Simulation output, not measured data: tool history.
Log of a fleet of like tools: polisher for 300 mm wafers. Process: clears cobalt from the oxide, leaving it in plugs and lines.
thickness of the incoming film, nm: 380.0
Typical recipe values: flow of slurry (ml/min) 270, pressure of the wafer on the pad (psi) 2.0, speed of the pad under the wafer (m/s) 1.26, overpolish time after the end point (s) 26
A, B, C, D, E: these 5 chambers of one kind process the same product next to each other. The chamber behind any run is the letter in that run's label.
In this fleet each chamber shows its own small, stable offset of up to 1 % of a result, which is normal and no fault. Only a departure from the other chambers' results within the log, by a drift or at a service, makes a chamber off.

run	hour	flow of slurry (ml/min)	pressure of the wafer on the pad (psi)	speed of the pad under the wafer (m/s)	overpolish time after the end point (s)	time until the end point was called (s)	dishing of a wide line in a test structure (Å)
1C	5.4	270	2.0	1.26	26	60.555	540.44
2E	10.7	270	2.0	1.26	26	63.713	547.14
3A	15.8	270	2.0	1.26	26	61.915	558.58
4D	18.2	270	2.0	1.26	26	61.619	559.00
5B	22.0	335	2.0	1.52	26	53.971	553.54
6E	27.4	335	2.0	1.52	26	50.280	556.06
# hour 27.7: chamber C: head pressure recalibrated
7D	30.1	335	2.0	1.52	26	51.155	548.12
8A	34.1	335	2.0	1.52	26	49.576	565.00
9C	37.0	335	2.0	1.52	26	52.559	549.52
10B	42.5	270	2.0	1.26	26	65.374	542.21
11B	47.9	270	2.0	1.26	26	65.373	541.79
12C	50.6	270	2.0	1.26	26	62.944	524.99
13E	56.1	270	2.0	1.26	26	63.369	526.05
14D	61.2	270	2.0	1.26	26	62.332	557.70
# hour 61.5: chamber D: worn pad replaced by a new one
15A	65.3	270	2.0	1.26	26	64.082	562.83
16E	67.9	270	2.0	1.26	26	66.617	553.28
17C	73.4	270	2.0	1.26	26	61.074	542.30
18D	77.2	270	2.0	1.26	26	60.929	530.34
19A	80.8	270	2.0	1.26	26	62.111	547.83
20B	84.6	270	2.0	1.26	26	65.028	546.15
21B	88.7	270	2.0	1.26	26	62.739	524.32
22A	93.5	270	2.0	1.26	26	61.416	548.11
# hour 97.3: chamber A: worn pad replaced by a new one
# hour 97.5: chamber D: head pressure recalibrated
23D	98.5	270	2.0	1.26	26	61.922	538.26
24E	103.0	270	2.0	1.26	26	64.631	530.22
# hour 105.7: chamber C: worn pad replaced by a new one
25C	106.0	270	2.0	1.26	26	63.420	533.24
26A	109.1	270	2.0	1.26	26	64.345	550.48
27B	112.1	270	2.5	1.26	13	52.931	470.58
28C	115.4	270	2.5	1.26	13	50.220	465.42
29E	120.5	270	2.5	1.26	13	53.353	448.23
# hour 124.9: chamber B: worn pad replaced by a new one
30D	125.8	270	2.5	1.26	13	50.971	485.27
31A	129.7	270	2.5	1.26	13	49.312	474.62
# hour 129.8: chamber B: head pressure recalibrated
32D	134.8	270	2.0	1.26	26	61.183	541.30
# hour 136.4: chamber E: worn pad replaced by a new one
33C	138.0	270	2.0	1.26	26	64.520	560.27
34B	140.6	270	2.0	1.26	26	65.276	535.81
35E	143.5	180	2.0	1.26	26	71.913	516.75
36A	148.9	180	2.0	1.26	26	65.356	535.02
37E	153.7	180	2.0	1.26	26	72.162	546.76
# hour 157.0: chamber D: worn pad replaced by a new one
38B	158.4	180	2.0	1.26	26	66.904	550.44
39C	163.3	180	2.0	1.26	26	68.235	553.83
40D	167.9	270	2.0	1.26	26	63.352	532.93
41D	171.3	325	2.0	1.26	26	62.373	539.65
42E	174.4	325	2.0	1.26	26	68.543	526.08

Predict what each chamber gives when all 5 of them run the settings below next.
43A	178.4	270	2.0	1.26	26	?	?
43B	178.4	270	2.0	1.26	26	?	?
43C	178.4	270	2.0	1.26	26	?	?
43D	178.4	270	2.0	1.26	26	?	?
43E	178.4	270	2.0	1.26	26	?	?

run	time until the end point was called (s)	dishing of a wide line in a test structure (Å)
43A	63.273	549.63
43B	64.640	566.53
43C	63.188	554.56
43D	62.494	563.05
43E	69.986	524.07

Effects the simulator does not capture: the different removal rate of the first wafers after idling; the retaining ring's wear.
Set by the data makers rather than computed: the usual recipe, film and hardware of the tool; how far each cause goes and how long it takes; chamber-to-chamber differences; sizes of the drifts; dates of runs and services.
